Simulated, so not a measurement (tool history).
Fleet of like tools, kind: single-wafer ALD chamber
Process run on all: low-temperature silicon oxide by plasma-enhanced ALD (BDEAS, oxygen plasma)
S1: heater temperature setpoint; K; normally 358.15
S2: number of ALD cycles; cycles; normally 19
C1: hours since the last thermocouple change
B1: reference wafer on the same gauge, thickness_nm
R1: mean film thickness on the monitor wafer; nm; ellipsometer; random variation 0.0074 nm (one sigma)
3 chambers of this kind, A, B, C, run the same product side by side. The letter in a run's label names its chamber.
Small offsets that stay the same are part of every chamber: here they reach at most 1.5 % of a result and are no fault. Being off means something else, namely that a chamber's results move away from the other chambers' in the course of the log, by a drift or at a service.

run 1B hour=4.2 | S1=358.15 S2=19 | C1=1118.4 | B1=3.3896 | R1=2.8647
run 2C hour=11.6 | S1=358.15 S2=19 | C1=928.4 | B1=3.3904 | R1=2.8693
run 3A hour=16.8 | S1=358.15 S2=19 | C1=2701.9 | B1=3.3917 | R1=2.8275
run 4A hour=25.7 | S1=358.15 S2=19 | C1=2710.8 | B1=3.3887 | R1=2.8296
run 5B hour=33.3 | S1=358.15 S2=19 | C1=1147.5 | B1=3.3896 | R1=2.8811
run 6C hour=38.5 | S1=358.15 S2=19 | C1=955.3 | B1=3.3904 | R1=2.8837
run 7B hour=42.7 | S1=358.15 S2=19 | C1=1156.9 | B1=3.3899 | R1=2.8768
run 8A hour=51.0 | S1=358.15 S2=19 | C1=2736.1 | B1=3.3904 | R1=2.8381
run 9C hour=56.6 | S1=358.15 S2=19 | C1=973.4 | B1=3.3884 | R1=2.8898
run 10B hour=63.0 | S1=358.15 S2=19 | C1=1177.2 | B1=3.3866 | R1=2.8654
run 11A hour=71.4 | S1=358.15 S2=19 | C1=2756.5 | B1=3.3903 | R1=2.8367
run 12C hour=79.7 | S1=358.15 S2=19 | C1=996.5 | B1=3.3896 | R1=2.8705
run 13C hour=84.3 | S1=358.15 S2=19 | C1=1001.1 | B1=3.3912 | R1=2.8703
run 14A hour=90.5 | S1=358.15 S2=19 | C1=2775.6 | B1=3.3892 | R1=2.8334
run 15B hour=98.2 | S1=358.15 S2=19 | C1=1212.4 | B1=3.3924 | R1=2.8950
run 16C hour=107.0 | S1=347.15 S2=17 | C1=1023.8 | B1=3.3917 | R1=2.6738
run 17A hour=115.9 | S1=347.15 S2=17 | C1=2801.0 | B1=3.3909 | R1=2.6297
run 18B hour=120.4 | S1=347.15 S2=17 | C1=1234.6 | B1=3.3924 | R1=2.6698
run 19A hour=127.3 | S1=358.15 S2=19 | C1=2812.4 | B1=3.3882 | R1=2.8408
run 20B hour=136.2 | S1=358.15 S2=19 | C1=1250.4 | B1=3.3915 | R1=2.8764
run 21C hour=140.6 | S1=358.15 S2=19 | C1=1057.4 | B1=3.3892 | R1=2.8920
run 22B hour=147.7 | S1=358.15 S2=19 | C1=1261.9 | B1=3.3916 | R1=2.8713
run 23A hour=155.1 | S1=358.15 S2=19 | C1=2840.2 | B1=3.3896 | R1=2.8400
run 24C hour=163.9 | S1=358.15 S2=19 | C1=1080.7 | B1=3.3892 | R1=2.8914
run 25A hour=171.3 | S1=358.15 S2=19 | C1=2856.4 | B1=3.3906 | R1=2.8267
run 26C hour=177.0 | S1=358.15 S2=19 | C1=1093.8 | B1=3.3887 | R1=2.8812
run 27B hour=184.0 | S1=358.15 S2=19 | C1=1298.2 | B1=3.3908 | R1=2.8824
run 28B hour=190.2 | S1=358.15 S2=19 | C1=1304.4 | B1=3.3881 | R1=2.8562
run 29A hour=195.9 | S1=358.15 S2=19 | C1=2881.0 | B1=3.3899 | R1=2.8407
run 30C hour=201.1 | S1=358.15 S2=19 | C1=1117.9 | B1=3.3893 | R1=2.8724
run 31A hour=206.8 | S1=358.15 S2=19 | C1=2891.9 | B1=3.3886 | R1=2.8231
run 32C hour=211.4 | S1=358.15 S2=19 | C1=1128.2 | B1=3.3877 | R1=2.8858
run 33B hour=217.6 | S1=358.15 S2=19 | C1=1331.8 | B1=3.3879 | R1=2.8774
run 34B hour=226.6 | S1=358.15 S2=19 | C1=1340.8 | B1=3.3906 | R1=2.8839
run 35C hour=234.0 | S1=358.15 S2=19 | C1=1150.8 | B1=3.3905 | R1=2.8770
run 36A hour=242.1 | S1=363.15 S2=19 | C1=2927.2 | B1=3.3898 | R1=2.7761
run 37A hour=249.6 | S1=363.15 S2=19 | C1=2934.7 | B1=3.3913 | R1=2.7724
run 38B hour=254.7 | S1=363.15 S2=19 | C1=1368.9 | B1=3.3906 | R1=2.8176
run 39C hour=262.4 | S1=358.15 S2=19 | C1=1179.2 | B1=3.3902 | R1=2.8964

Is one chamber off against the others, does the gauge drift, or is nothing wrong? If a chamber is off, say which, and what the likeliest cause is.

No chamber stands off beyond its own small offset, and the gauge holds steady.
